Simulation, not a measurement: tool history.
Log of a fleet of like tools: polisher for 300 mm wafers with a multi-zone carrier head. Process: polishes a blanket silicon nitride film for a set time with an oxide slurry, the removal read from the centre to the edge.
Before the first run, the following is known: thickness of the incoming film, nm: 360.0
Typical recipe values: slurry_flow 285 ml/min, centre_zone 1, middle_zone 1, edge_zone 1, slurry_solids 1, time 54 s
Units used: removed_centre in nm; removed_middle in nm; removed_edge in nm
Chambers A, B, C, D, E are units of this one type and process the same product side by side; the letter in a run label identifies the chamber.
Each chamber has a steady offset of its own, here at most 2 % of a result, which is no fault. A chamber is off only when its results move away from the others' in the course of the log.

run   hour  slurry_flow  centre_zone  middle_zone  edge_zone  slurry_solids  time  wafers polished on this pad  hours since the slurry nozzle was cleaned  hours since the centre zone pressure was calibrated  hours since the edge zone pressure was calibrated  removed_centre  removed_middle  removed_edge
       1.7  -- chamber D: worn pad replaced by a new one
 1E    3.6          285            1            1          1              1    54                          326                                       84.9                                                  286                                              813.1          18.254          18.404        18.412
 2B    8.2          285            1            1          1              1    54                          483                                      386.1                                               1037.2                                              431.9          18.899          18.425        18.706
 3C   10.8          285            1            1          1              1    54                          261                                      630.3                                                  368                                              225.4          18.423           18.16        18.247
 4D   13.6          285            1            1          1              1    54                           84                                        238                                                  514                                              229.4          18.442          18.486        18.115
 5A   18.7          285            1            1       1.08              1    40                          370                                      658.7                                                366.1                                              524.2          13.485          13.546        14.486
 6E   23.1          285            1            1       1.08              1    40                          463                                      104.4                                                305.5                                              832.6          13.595          13.636        14.158
 7C   26.4          285            1            1       1.08              1    40                          371                                      645.9                                                383.6                                                241          13.538          13.568        14.179
 8D   31.2          285            1            1       1.08              1    40                          208                                      255.6                                                531.6                                                247          13.477          13.403        13.832
      34.5  -- chamber E: edge zone pressure recalibrated
 9B   36.1          285            1            1       1.08              1    40                          680                                        414                                               1065.1                                              459.8          13.766          13.343        14.171
10A   39.3          285            1            1          1              1    54                          516                                      679.3                                                386.7                                              544.8           18.21          17.981         18.23
11B   43.7          285            1            1          1              1    54                          734                                      421.6                                               1072.7                                              467.4          18.425          18.553        18.322
12A     47          285            1            1          1              1    54                          570                                        687                                                394.4                                              552.5          18.251          18.494        18.314
13D   50.9          285            1            1          1              1    54                          347                                      275.3                                                551.3                                              266.7           18.22          17.831        18.236
14C   56.8          285            1            1          1           1.25    38                          586                                      676.3                                                  414                                              271.4          14.379          14.146        14.206
      58.3  -- chamber E: centre zone pressure recalibrated
15E   59.4          285            1            1          1           1.25    38                          719                                      140.7                                                  1.1                                                 25          15.858          14.055        14.237
16A   62.2          285            1            1          1           1.25    38                          677                                      702.2                                                409.6                                              567.7          14.149          13.749        14.641
17C   66.4          285            1            1          1           1.25    38                          654                                      685.9                                                423.6                                                281          14.023           14.03        13.953
18B   70.5          285            1            1          1           1.25    38                          923                                      448.4                                               1099.5                                              494.2          14.463          14.478        14.199
      73.3  -- chamber B: worn pad replaced by a new one
19D   74.3          285            1            1          1              1    54                          512                                      298.7                                                574.7                                              290.1          18.166          18.455        17.973
20E   78.7          285            1            1          1              1    54                          856                                        160                                                 20.4                                               44.3          20.214          18.127        18.464
      80.9  -- chamber A: slurry nozzle cleaned
      82.3  -- chamber D: slurry nozzle cleaned
21A   84.2          285            1            1          1              1    54                          833                                        3.4                                                431.6                                              589.7          18.187          18.188         18.59
      88.9  -- chamber D: worn pad replaced by a new one
22D   89.3          285            1            1          1              1    54                            3                                        7.1                                                589.7                                              305.1           18.27          18.432        18.058
      91.2  -- chamber E: worn pad replaced by a new one
23E     93          285            1            1          1              1    65                           12                                      174.3                                                 34.7                                               58.6          24.611           21.76        22.278
24B   95.6          285            1            1          1              1    65                          157                                      473.5                                               1124.6                                              519.3          22.284           22.11         22.13
       101  -- chamber C: slurry nozzle cleaned
25C  101.4          285            1            1          1              1    65                          901                                        0.5                                                458.6                                                316          22.024          21.771        22.194
26D  107.1          285            1            1          1              1    65                          128                                       24.9                                                607.5                                              322.9          22.438          22.667        22.352
27A  112.5          285            1            1          1              1    65                         1032                                       31.7                                                459.9                                                618           22.18          21.446        22.375
28B  118.2          285            1            1          1              1    54                          316                                      496.1                                               1147.2                                              541.9           18.53          18.246        18.592
29C  121.8          285            1            1          1              1    54                         1045                                       20.9                                                  479                                              336.4          18.217          18.191        18.378
30E  127.3          285            1            1          1              1    54                          254                                      208.6                                                   69                                               92.9          20.386          18.244        18.262
     127.7  -- chamber C: worn pad replaced by a new one
31D  132.4          285            1            1          1              1    54                          307                                       50.2                                                632.8                                              348.2          18.375          18.392        18.212
32B    135          285            1            1          1              1    54                          435                                      512.9                                                 1164                                              558.7          18.517          18.002         17.97
33E  140.7          285            1            1          1              1    54                          349                                        222                                                 82.4                                              106.3          20.572          18.665        17.888
34C  146.2          285            1            1          1              1    54                          130                                       45.3                                                503.4                                              360.8          18.142          18.107        18.428
35A  149.1          285            1            1          1              1    54                         1291                                       68.3                                                496.5                                              654.6          18.674          18.407         18.43
36A    153          285            1            1          1              1    54                         1318                                       72.2                                                500.4                                              658.5          18.405          18.164        18.118
37C  156.1          285            1            1          1              1    54                          200                                       55.2                                                513.3                                              370.7          18.411          18.098        18.146
     157.5  -- chamber D: worn pad replaced by a new one
38E  160.3          285            1            1          1              1    54                          487                                      241.6                                                  102                                              125.9          20.263          18.346        18.193
39D  163.8          285            1            1          1              1    54                           45                                       81.6                                                664.2                                              379.6          18.329          18.875        18.123
40B  167.7          285            1            1          1              1    54                          666                                      545.6                                               1196.7                                              591.4          18.494          18.125        18.612
41A    171          285            1         1.11       1.07              1    54                         1445                                       90.2                                                518.4                                              676.5          18.622          19.657          19.6
42D  174.2          285            1         1.11       1.07              1    54                          118                                         92                                                674.6                                                390           18.51          19.898        18.587
43C  179.2          285            1         1.11       1.07              1    54                          363                                       78.3                                                536.4                                              393.8          18.247           19.73        18.875

One chamber off, gauge drift, or nothing amiss beyond the chambers' own small offsets? If it is a chamber, which one, and what is the likeliest cause?

Chamber E has stood off from the others ever since a service on it.
Most likely cause: centre zone's pressure above its setpoint, % = 9.19.

Below are 4 candidate recipes for chamber E's next run, each the usual settings with a change, their results shown as question marks. Which of them brings E's results back in line with what the other chambers give on the usual settings?
Maximum distance from the other chambers' mean on the usual settings for a result to count as in line: removed_centre 0.52 nm; removed_middle 0.84 nm; removed_edge 0.69 nm
44E-1  183.4          280         0.93         1.01       1.03              1    53                                                                                                                                                                                               ?               ?             ?
44E-2  183.4          275         0.89         1.02       1.04              1    53                                                                                                                                                                                               ?               ?             ?
44E-3  183.4          295         1.12         0.98       0.96              1    55                                                                                                                                                                                               ?               ?             ?
44E-4  183.4          290         1.08         0.99       0.97              1    55                                                                                                                                                                                               ?               ?             ?

Other chambers, usual settings, mean: removed_centre 18.447 nm; removed_middle 18.312 nm; removed_edge 18.298 nm
  run  removed_centre  removed_middle  removed_edge
44E-1          18.469          18.055        18.211
44E-2          17.551          18.189        18.275
44E-3          23.651          18.304        18.302
44E-4          22.689          18.448        18.373
The answer is 44E-1, which returns the chamber to within the allowed miss of the others.
